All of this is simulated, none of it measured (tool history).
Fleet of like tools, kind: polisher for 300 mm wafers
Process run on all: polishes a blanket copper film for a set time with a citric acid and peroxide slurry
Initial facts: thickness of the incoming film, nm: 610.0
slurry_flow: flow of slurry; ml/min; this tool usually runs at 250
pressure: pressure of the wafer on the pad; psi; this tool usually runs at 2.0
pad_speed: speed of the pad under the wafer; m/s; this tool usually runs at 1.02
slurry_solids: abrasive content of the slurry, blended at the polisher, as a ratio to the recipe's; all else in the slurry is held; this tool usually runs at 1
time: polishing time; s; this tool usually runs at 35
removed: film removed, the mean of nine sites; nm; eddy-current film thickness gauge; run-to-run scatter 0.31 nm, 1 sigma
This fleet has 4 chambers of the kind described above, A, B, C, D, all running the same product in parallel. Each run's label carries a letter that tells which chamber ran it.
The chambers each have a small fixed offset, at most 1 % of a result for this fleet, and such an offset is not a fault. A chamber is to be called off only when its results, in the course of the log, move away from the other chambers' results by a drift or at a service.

run 1C day=0.258 | slurry_flow=250 pressure=2.0 pad_speed=1.02 slurry_solids=1 time=35 | removed=49.950
run 2A day=0.567 | slurry_flow=250 pressure=2.0 pad_speed=1.02 slurry_solids=1 time=35 | removed=49.409
-- day=0.679 chamber D: worn pad replaced by a new one
run 3D day=0.825 | slurry_flow=250 pressure=2.0 pad_speed=1.02 slurry_solids=1 time=35 | removed=50.108
run 4B day=1.142 | slurry_flow=250 pressure=2.0 pad_speed=1.02 slurry_solids=1 time=35 | removed=50.198
-- day=1.196 chamber C: worn pad replaced by a new one
run 5A day=1.412 | slurry_flow=250 pressure=2.0 pad_speed=1.02 slurry_solids=1 time=35 | removed=49.706
-- day=1.800 chamber B: worn pad replaced by a new one
run 6C day=1.800 | slurry_flow=250 pressure=2.0 pad_speed=1.02 slurry_solids=1 time=35 | removed=49.697
-- day=2.150 chamber A: worn pad replaced by a new one
-- day=2.175 chamber A: slurry blender recalibrated
run 7B day=2.204 | slurry_flow=250 pressure=2.0 pad_speed=1.02 slurry_solids=1 time=35 | removed=50.066
run 8D day=2.512 | slurry_flow=250 pressure=2.0 pad_speed=1.02 slurry_solids=1 time=35 | removed=50.217
-- day=2.600 chamber D: slurry nozzle cleaned
run 9D day=2.912 | slurry_flow=250 pressure=2.7 pad_speed=0.70 slurry_solids=1 time=35 | removed=46.445
run 10B day=3.221 | slurry_flow=250 pressure=2.7 pad_speed=0.70 slurry_solids=1 time=35 | removed=46.552
run 11A day=3.625 | slurry_flow=250 pressure=2.7 pad_speed=0.70 slurry_solids=1 time=35 | removed=46.127
-- day=3.708 chamber A: head pressure recalibrated
-- day=3.962 chamber D: worn pad replaced by a new one
run 12C day=3.975 | slurry_flow=250 pressure=2.7 pad_speed=0.70 slurry_solids=1 time=35 | removed=45.798
-- day=4.254 chamber C: worn pad replaced by a new one
run 13A day=4.371 | slurry_flow=250 pressure=2.0 pad_speed=0.68 slurry_solids=1 time=35 | removed=33.490
-- day=4.521 chamber D: slurry blender recalibrated
run 14C day=4.638 | slurry_flow=250 pressure=2.0 pad_speed=0.68 slurry_solids=1 time=35 | removed=33.345
run 15D day=4.892 | slurry_flow=250 pressure=2.0 pad_speed=0.68 slurry_solids=1 time=35 | removed=34.065
-- day=5.021 chamber A: worn pad replaced by a new one
run 16B day=5.183 | slurry_flow=250 pressure=2.0 pad_speed=0.68 slurry_solids=1 time=35 | removed=33.644
-- day=5.275 chamber B: worn pad replaced by a new one
-- day=5.396 chamber B: slurry nozzle cleaned
run 17C day=5.467 | slurry_flow=250 pressure=2.0 pad_speed=1.02 slurry_solids=1 time=35 | removed=49.687
run 18B day=5.850 | slurry_flow=250 pressure=2.0 pad_speed=1.02 slurry_solids=1 time=35 | removed=49.098
run 19D day=6.229 | slurry_flow=250 pressure=2.0 pad_speed=1.02 slurry_solids=1 time=35 | removed=49.952
run 20A day=6.408 | slurry_flow=250 pressure=2.0 pad_speed=1.02 slurry_solids=1 time=35 | removed=49.457
run 21B day=6.625 | slurry_flow=250 pressure=2.0 pad_speed=1.02 slurry_solids=1 time=35 | removed=49.524
-- day=6.842 chamber C: worn pad replaced by a new one
run 22A day=6.942 | slurry_flow=250 pressure=2.0 pad_speed=1.02 slurry_solids=1 time=35 | removed=49.784
-- day=6.975 chamber A: slurry blender recalibrated
run 23C day=7.267 | slurry_flow=250 pressure=2.0 pad_speed=1.02 slurry_solids=1 time=35 | removed=49.537
-- day=7.292 chamber A: worn pad replaced by a new one
run 24D day=7.525 | slurry_flow=250 pressure=2.0 pad_speed=1.02 slurry_solids=1 time=35 | removed=49.552
run 25D day=7.788 | slurry_flow=280 pressure=2.0 pad_speed=1.02 slurry_solids=1 time=35 | removed=50.417
run 26C day=8.000 | slurry_flow=280 pressure=2.0 pad_speed=1.02 slurry_solids=1 time=35 | removed=50.223
-- day=8.075 chamber D: worn pad replaced by a new one
run 27B day=8.254 | slurry_flow=280 pressure=2.0 pad_speed=1.02 slurry_solids=1 time=35 | removed=49.372
-- day=8.521 chamber C: head pressure recalibrated
run 28A day=8.529 | slurry_flow=280 pressure=2.0 pad_speed=1.02 slurry_solids=1 time=35 | removed=49.614
run 29A day=8.829 | slurry_flow=250 pressure=2.0 pad_speed=1.02 slurry_solids=1 time=35 | removed=49.978
-- day=8.908 chamber B: worn pad replaced by a new one
run 30C day=9.196 | slurry_flow=250 pressure=2.6 pad_speed=1.02 slurry_solids=1 time=35 | removed=63.993
-- day=9.412 chamber C: worn pad replaced by a new one
run 31D day=9.508 | slurry_flow=250 pressure=2.6 pad_speed=1.02 slurry_solids=1 time=35 | removed=65.099
-- day=9.592 chamber A: worn pad replaced by a new one
run 32B day=9.792 | slurry_flow=250 pressure=2.6 pad_speed=1.02 slurry_solids=1 time=35 | removed=63.508
-- day=10.062 chamber C: slurry blender recalibrated
run 33D day=10.146 | slurry_flow=250 pressure=2.6 pad_speed=1.02 slurry_solids=1 time=35 | removed=63.997
run 34B day=10.388 | slurry_flow=250 pressure=2.0 pad_speed=0.68 slurry_solids=1 time=24 | removed=22.764
run 35A day=10.692 | slurry_flow=250 pressure=2.0 pad_speed=0.68 slurry_solids=1 time=24 | removed=23.234
run 36C day=11.079 | slurry_flow=250 pressure=2.0 pad_speed=0.68 slurry_solids=1 time=24 | removed=22.659
run 37B day=11.262 | slurry_flow=250 pressure=2.0 pad_speed=0.68 slurry_solids=1 time=24 | removed=22.983
run 38A day=11.638 | slurry_flow=250 pressure=2.0 pad_speed=1.02 slurry_solids=1 time=35 | removed=49.386
run 39C day=11.942 | slurry_flow=250 pressure=2.0 pad_speed=1.02 slurry_solids=1 time=35 | removed=49.765
-- day=11.983 chamber D: worn pad replaced by a new one
run 40D day=12.296 | slurry_flow=250 pressure=2.0 pad_speed=1.02 slurry_solids=1 time=35 | removed=50.327
run 41C day=12.479 | slurry_flow=250 pressure=2.0 pad_speed=1.02 slurry_solids=1 time=35 | removed=50.230
run 42D day=12.854 | slurry_flow=250 pressure=2.0 pad_speed=1.02 slurry_solids=1 time=35 | removed=50.734

All 4 chambers run these settings next. Forecast each chamber's results:
run 43A day=13.150 | slurry_flow=250 pressure=2.0 pad_speed=1.02 slurry_solids=1 time=35 | removed=?
run 43B day=13.150 | slurry_flow=250 pressure=2.0 pad_speed=1.02 slurry_solids=1 time=35 | removed=?
run 43C day=13.150 | slurry_flow=250 pressure=2.0 pad_speed=1.02 slurry_solids=1 time=35 | removed=?
run 43D day=13.150 | slurry_flow=250 pressure=2.0 pad_speed=1.02 slurry_solids=1 time=35 | removed=?

run=43A removed=49.610
run=43B removed=48.055
run=43C removed=49.449
run=43D removed=49.996
